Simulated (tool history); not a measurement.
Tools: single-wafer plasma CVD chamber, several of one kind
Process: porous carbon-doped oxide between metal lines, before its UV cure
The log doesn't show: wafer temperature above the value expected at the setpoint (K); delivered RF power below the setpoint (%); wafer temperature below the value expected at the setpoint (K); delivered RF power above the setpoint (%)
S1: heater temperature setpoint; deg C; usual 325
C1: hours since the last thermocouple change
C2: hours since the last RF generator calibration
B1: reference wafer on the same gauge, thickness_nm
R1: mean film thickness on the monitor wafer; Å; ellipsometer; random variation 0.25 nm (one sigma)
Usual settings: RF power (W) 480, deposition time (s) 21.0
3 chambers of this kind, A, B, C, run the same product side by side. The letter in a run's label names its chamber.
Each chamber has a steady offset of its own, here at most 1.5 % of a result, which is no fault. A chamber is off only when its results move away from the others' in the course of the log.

run 1A hour=10.1 | S1=325 RF_power_(W)=480 deposition_time_(s)=21.0 | C1=676.4 C2=1817.8 | B1=103.92 | R1=981.75
run 2B hour=23.0 | S1=325 RF_power_(W)=480 deposition_time_(s)=21.0 | C1=2028.5 C2=1661.5 | B1=103.95 | R1=977.31
run 3C hour=33.4 | S1=325 RF_power_(W)=480 deposition_time_(s)=21.0 | C1=59.8 C2=849.4 | B1=103.86 | R1=992.10
run 4A hour=41.4 | S1=325 RF_power_(W)=480 deposition_time_(s)=21.0 | C1=707.7 C2=1849.1 | B1=103.91 | R1=983.48
run 5C hour=51.4 | S1=325 RF_power_(W)=480 deposition_time_(s)=21.0 | C1=77.8 C2=867.4 | B1=103.93 | R1=990.69
run 6B hour=58.6 | S1=325 RF_power_(W)=480 deposition_time_(s)=21.0 | C1=2064.1 C2=1697.1 | B1=103.89 | R1=972.95
run 7C hour=66.8 | S1=325 RF_power_(W)=480 deposition_time_(s)=21.0 | C1=93.2 C2=882.8 | B1=103.88 | R1=986.81
run 8A hour=74.3 | S1=325 RF_power_(W)=480 deposition_time_(s)=21.0 | C1=740.6 C2=1882.0 | B1=103.88 | R1=987.70
-- hour=76.5 chamber C: RF generator calibrated
run 9B hour=86.6 | S1=325 RF_power_(W)=480 deposition_time_(s)=21.0 | C1=2092.1 C2=1725.1 | B1=103.90 | R1=970.50
-- hour=91.4 chamber B: RF generator calibrated
run 10C hour=101.2 | S1=325 RF_power_(W)=480 deposition_time_(s)=21.0 | C1=127.6 C2=24.8 | B1=103.89 | R1=991.37
run 11A hour=110.3 | S1=325 RF_power_(W)=480 deposition_time_(s)=21.0 | C1=776.6 C2=1918.0 | B1=103.90 | R1=983.07
run 12B hour=122.7 | S1=325 RF_power_(W)=405 deposition_time_(s)=19.4 | C1=2128.2 C2=31.4 | B1=103.83 | R1=793.89
run 13B hour=135.2 | S1=325 RF_power_(W)=405 deposition_time_(s)=19.4 | C1=2140.7 C2=43.9 | B1=103.82 | R1=793.81
run 14A hour=143.0 | S1=325 RF_power_(W)=405 deposition_time_(s)=19.4 | C1=809.3 C2=1950.7 | B1=103.95 | R1=805.37
run 15C hour=158.5 | S1=325 RF_power_(W)=480 deposition_time_(s)=21.0 | C1=184.9 C2=82.1 | B1=103.96 | R1=993.39
run 16B hour=169.7 | S1=325 RF_power_(W)=480 deposition_time_(s)=21.0 | C1=2175.2 C2=78.4 | B1=103.83 | R1=975.72
run 17A hour=178.3 | S1=325 RF_power_(W)=480 deposition_time_(s)=21.0 | C1=844.6 C2=1986.0 | B1=103.90 | R1=983.68
run 18C hour=192.6 | S1=325 RF_power_(W)=450 deposition_time_(s)=21.0 | C1=219.0 C2=116.2 | B1=103.93 | R1=950.46
run 19A hour=199.8 | S1=325 RF_power_(W)=450 deposition_time_(s)=21.0 | C1=866.1 C2=2007.5 | B1=103.86 | R1=940.17
run 20C hour=206.8 | S1=325 RF_power_(W)=450 deposition_time_(s)=21.0 | C1=233.2 C2=130.4 | B1=103.89 | R1=949.10
run 21B hour=222.1 | S1=325 RF_power_(W)=480 deposition_time_(s)=21.0 | C1=2227.6 C2=130.8 | B1=103.96 | R1=969.80
run 22C hour=229.8 | S1=318 RF_power_(W)=480 deposition_time_(s)=21.0 | C1=256.2 C2=153.4 | B1=103.93 | R1=1023.30
run 23A hour=242.3 | S1=318 RF_power_(W)=480 deposition_time_(s)=21.0 | C1=908.6 C2=2050.0 | B1=103.93 | R1=1018.60
run 24B hour=256.5 | S1=318 RF_power_(W)=480 deposition_time_(s)=21.0 | C1=2262.0 C2=165.2 | B1=103.92 | R1=1004.60
run 25C hour=266.8 | S1=325 RF_power_(W)=480 deposition_time_(s)=21.0 | C1=293.2 C2=190.4 | B1=103.89 | R1=995.26
run 26B hour=280.9 | S1=325 RF_power_(W)=480 deposition_time_(s)=19.6 | C1=2286.4 C2=189.6 | B1=103.93 | R1=910.63
run 27A hour=293.9 | S1=325 RF_power_(W)=480 deposition_time_(s)=19.6 | C1=960.2 C2=2101.6 | B1=103.93 | R1=916.80
run 28B hour=303.6 | S1=325 RF_power_(W)=480 deposition_time_(s)=19.6 | C1=2309.1 C2=212.3 | B1=103.91 | R1=907.63
run 29A hour=313.4 | S1=325 RF_power_(W)=480 deposition_time_(s)=21.0 | C1=979.7 C2=2121.1 | B1=103.85 | R1=978.23
run 30C hour=323.7 | S1=325 RF_power_(W)=480 deposition_time_(s)=21.0 | C1=350.1 C2=247.3 | B1=103.91 | R1=994.21
run 31B hour=335.2 | S1=325 RF_power_(W)=480 deposition_time_(s)=21.0 | C1=2340.7 C2=243.9 | B1=103.97 | R1=972.79
run 32A hour=344.4 | S1=325 RF_power_(W)=480 deposition_time_(s)=21.0 | C1=1010.7 C2=2152.1 | B1=103.95 | R1=983.07
run 33C hour=351.1 | S1=325 RF_power_(W)=480 deposition_time_(s)=21.0 | C1=377.5 C2=274.7 | B1=103.86 | R1=991.46
run 34C hour=360.3 | S1=318 RF_power_(W)=480 deposition_time_(s)=21.0 | C1=386.7 C2=283.9 | B1=103.83 | R1=1024.50
run 35A hour=372.0 | S1=318 RF_power_(W)=480 deposition_time_(s)=21.0 | C1=1038.3 C2=2179.7 | B1=103.89 | R1=1019.20
-- hour=377.4 chamber A: thermocouple changed; heater temperature recalibrated
run 36B hour=379.9 | S1=318 RF_power_(W)=480 deposition_time_(s)=21.0 | C1=2385.4 C2=288.6 | B1=103.98 | R1=1004.90
run 37A hour=386.6 | S1=325 RF_power_(W)=480 deposition_time_(s)=21.0 | C1=9.3 C2=2194.3 | B1=103.89 | R1=986.88
run 38C hour=396.9 | S1=325 RF_power_(W)=480 deposition_time_(s)=21.0 | C1=423.3 C2=320.5 | B1=103.87 | R1=988.41
run 39B hour=408.2 | S1=325 RF_power_(W)=480 deposition_time_(s)=21.0 | C1=2413.7 C2=316.9 | B1=103.98 | R1=969.94
run 40B hour=416.6 | S1=325 RF_power_(W)=480 deposition_time_(s)=21.0 | C1=2422.1 C2=325.3 | B1=103.91 | R1=976.02
run 41C hour=427.3 | S1=325 RF_power_(W)=480 deposition_time_(s)=21.0 | C1=453.7 C2=350.9 | B1=103.94 | R1=993.72
run 42A hour=437.8 | S1=325 RF_power_(W)=480 deposition_time_(s)=21.0 | C1=60.5 C2=2245.5 | B1=103.92 | R1=981.78
run 43C hour=450.7 | S1=325 RF_power_(W)=480 deposition_time_(s)=21.0 | C1=477.1 C2=374.3 | B1=103.85 | R1=990.24

Is one chamber off against the others, does the gauge drift, or is nothing wrong? If a chamber is off, say which, and what the likeliest cause is.

No chamber stands off beyond its own small offset, and the gauge holds steady.
